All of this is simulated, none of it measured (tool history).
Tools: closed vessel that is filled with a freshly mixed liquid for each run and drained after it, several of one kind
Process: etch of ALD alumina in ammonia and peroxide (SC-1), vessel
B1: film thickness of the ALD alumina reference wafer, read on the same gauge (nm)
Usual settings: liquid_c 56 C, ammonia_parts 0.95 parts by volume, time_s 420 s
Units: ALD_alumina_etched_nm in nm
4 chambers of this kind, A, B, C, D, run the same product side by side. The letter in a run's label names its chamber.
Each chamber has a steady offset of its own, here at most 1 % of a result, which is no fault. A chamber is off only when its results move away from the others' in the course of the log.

run 1C hour=3.9 | liquid_c=56 ammonia_parts=0.95 time_s=420 | B1=49.974 | ALD_alumina_etched_nm=32.632
run 2D hour=10.6 | liquid_c=56 ammonia_parts=0.95 time_s=420 | B1=50.018 | ALD_alumina_etched_nm=32.25
run 3A hour=14.5 | liquid_c=56 ammonia_parts=0.95 time_s=420 | B1=49.994 | ALD_alumina_etched_nm=32.51
run 4B hour=18.6 | liquid_c=56 ammonia_parts=0.95 time_s=420 | B1=50.01 | ALD_alumina_etched_nm=32.156
run 5C hour=25.6 | liquid_c=56 ammonia_parts=0.95 time_s=420 | B1=49.965 | ALD_alumina_etched_nm=32.503
run 6D hour=30 | liquid_c=48.5 ammonia_parts=0.95 time_s=545 | B1=50.015 | ALD_alumina_etched_nm=28.198
run 7A hour=33.9 | liquid_c=48.5 ammonia_parts=0.95 time_s=545 | B1=49.974 | ALD_alumina_etched_nm=28.31
run 8B hour=39 | liquid_c=48.5 ammonia_parts=0.95 time_s=545 | B1=50.014 | ALD_alumina_etched_nm=27.851
run 9A hour=44.4 | liquid_c=48.5 ammonia_parts=0.95 time_s=545 | B1=49.995 | ALD_alumina_etched_nm=28.237
run 10B hour=53 | liquid_c=56 ammonia_parts=0.95 time_s=420 | B1=49.964 | ALD_alumina_etched_nm=31.98
run 11C hour=57.6 | liquid_c=56 ammonia_parts=0.95 time_s=420 | B1=49.967 | ALD_alumina_etched_nm=32.471
run 12D hour=64.7 | liquid_c=56 ammonia_parts=0.65 time_s=420 | B1=50.008 | ALD_alumina_etched_nm=30.898
run 13C hour=72.2 | liquid_c=56 ammonia_parts=0.65 time_s=420 | B1=49.999 | ALD_alumina_etched_nm=31.441
run 14D hour=80 | liquid_c=56 ammonia_parts=0.65 time_s=420 | B1=49.982 | ALD_alumina_etched_nm=30.445
run 15A hour=87.1 | liquid_c=56 ammonia_parts=0.65 time_s=420 | B1=49.979 | ALD_alumina_etched_nm=31.456
run 16B hour=92.6 | liquid_c=56 ammonia_parts=0.95 time_s=420 | B1=49.978 | ALD_alumina_etched_nm=32.328
run 17B hour=100.3 | liquid_c=56 ammonia_parts=0.95 time_s=420 | B1=50.016 | ALD_alumina_etched_nm=32.175
run 18C hour=107.8 | liquid_c=56 ammonia_parts=1.2 time_s=295 | B1=49.98 | ALD_alumina_etched_nm=23.244
run 19A hour=113.4 | liquid_c=56 ammonia_parts=1.2 time_s=295 | B1=50.009 | ALD_alumina_etched_nm=23.576
run 20D hour=120.7 | liquid_c=56 ammonia_parts=1.2 time_s=295 | B1=49.949 | ALD_alumina_etched_nm=22.432
run 21B hour=129.1 | liquid_c=56 ammonia_parts=1.2 time_s=295 | B1=49.963 | ALD_alumina_etched_nm=22.978
run 22A hour=135.2 | liquid_c=56 ammonia_parts=0.55 time_s=420 | B1=49.986 | ALD_alumina_etched_nm=30.737
run 23D hour=143.2 | liquid_c=56 ammonia_parts=0.55 time_s=420 | B1=49.994 | ALD_alumina_etched_nm=29.545
run 24C hour=150.8 | liquid_c=56 ammonia_parts=0.55 time_s=420 | B1=49.938 | ALD_alumina_etched_nm=30.855
-- hour=157.4 chamber B: new drum of ammonia solution connected
run 25B hour=157.8 | liquid_c=56 ammonia_parts=0.55 time_s=420 | B1=50.02 | ALD_alumina_etched_nm=30.177
run 26D hour=164.7 | liquid_c=56 ammonia_parts=0.95 time_s=420 | B1=49.967 | ALD_alumina_etched_nm=31.063
-- hour=164.9 chamber B: thermometer replaced
run 27A hour=170 | liquid_c=56 ammonia_parts=0.95 time_s=420 | B1=49.983 | ALD_alumina_etched_nm=32.36
run 28C hour=176.4 | liquid_c=56 ammonia_parts=0.95 time_s=420 | B1=50.022 | ALD_alumina_etched_nm=32.353
run 29C hour=181.4 | liquid_c=63 ammonia_parts=0.95 time_s=235 | B1=50.022 | ALD_alumina_etched_nm=26.152
run 30D hour=187.7 | liquid_c=63 ammonia_parts=0.95 time_s=235 | B1=49.971 | ALD_alumina_etched_nm=24.438
run 31B hour=194 | liquid_c=63 ammonia_parts=0.95 time_s=235 | B1=50.019 | ALD_alumina_etched_nm=25.908
run 32A hour=202.1 | liquid_c=63 ammonia_parts=0.95 time_s=235 | B1=49.993 | ALD_alumina_etched_nm=25.865
run 33B hour=206.8 | liquid_c=56 ammonia_parts=0.95 time_s=420 | B1=49.987 | ALD_alumina_etched_nm=31.919

Is one chamber off against the others, does the gauge drift, or is nothing wrong? If a chamber is off, say which, and what the likeliest cause is.

Chamber D drifts away from the others.
Cause: liquid colder than its thermometer reads (K) = 1.24.

Here are 4 candidates for chamber D's next run, each the usual settings with a change, their results left as question marks. Which one brings its results back in line with what the others give on the usual settings?
In line means no further than this from the other chambers' mean on the usual settings: ALD_alumina_etched_nm 0.62 nm
run 34D-1 hour=213 | liquid_c=56.5 ammonia_parts=0.95 time_s=435 | ALD_alumina_etched_nm=?
run 34D-2 hour=213 | liquid_c=56 ammonia_parts=0.95 time_s=405 | ALD_alumina_etched_nm=?
run 34D-3 hour=213 | liquid_c=56.5 ammonia_parts=0.95 time_s=420 | ALD_alumina_etched_nm=?
run 34D-4 hour=213 | liquid_c=55.5 ammonia_parts=0.95 time_s=405 | ALD_alumina_etched_nm=?

The other chambers' mean on the usual settings: ALD_alumina_etched_nm 32.437 nm
run=34D-1 ALD_alumina_etched_nm=32.243
run=34D-2 ALD_alumina_etched_nm=29.248
run=34D-3 ALD_alumina_etched_nm=31.131
run=34D-4 ALD_alumina_etched_nm=28.495
34D-1 brings the chamber back in line.
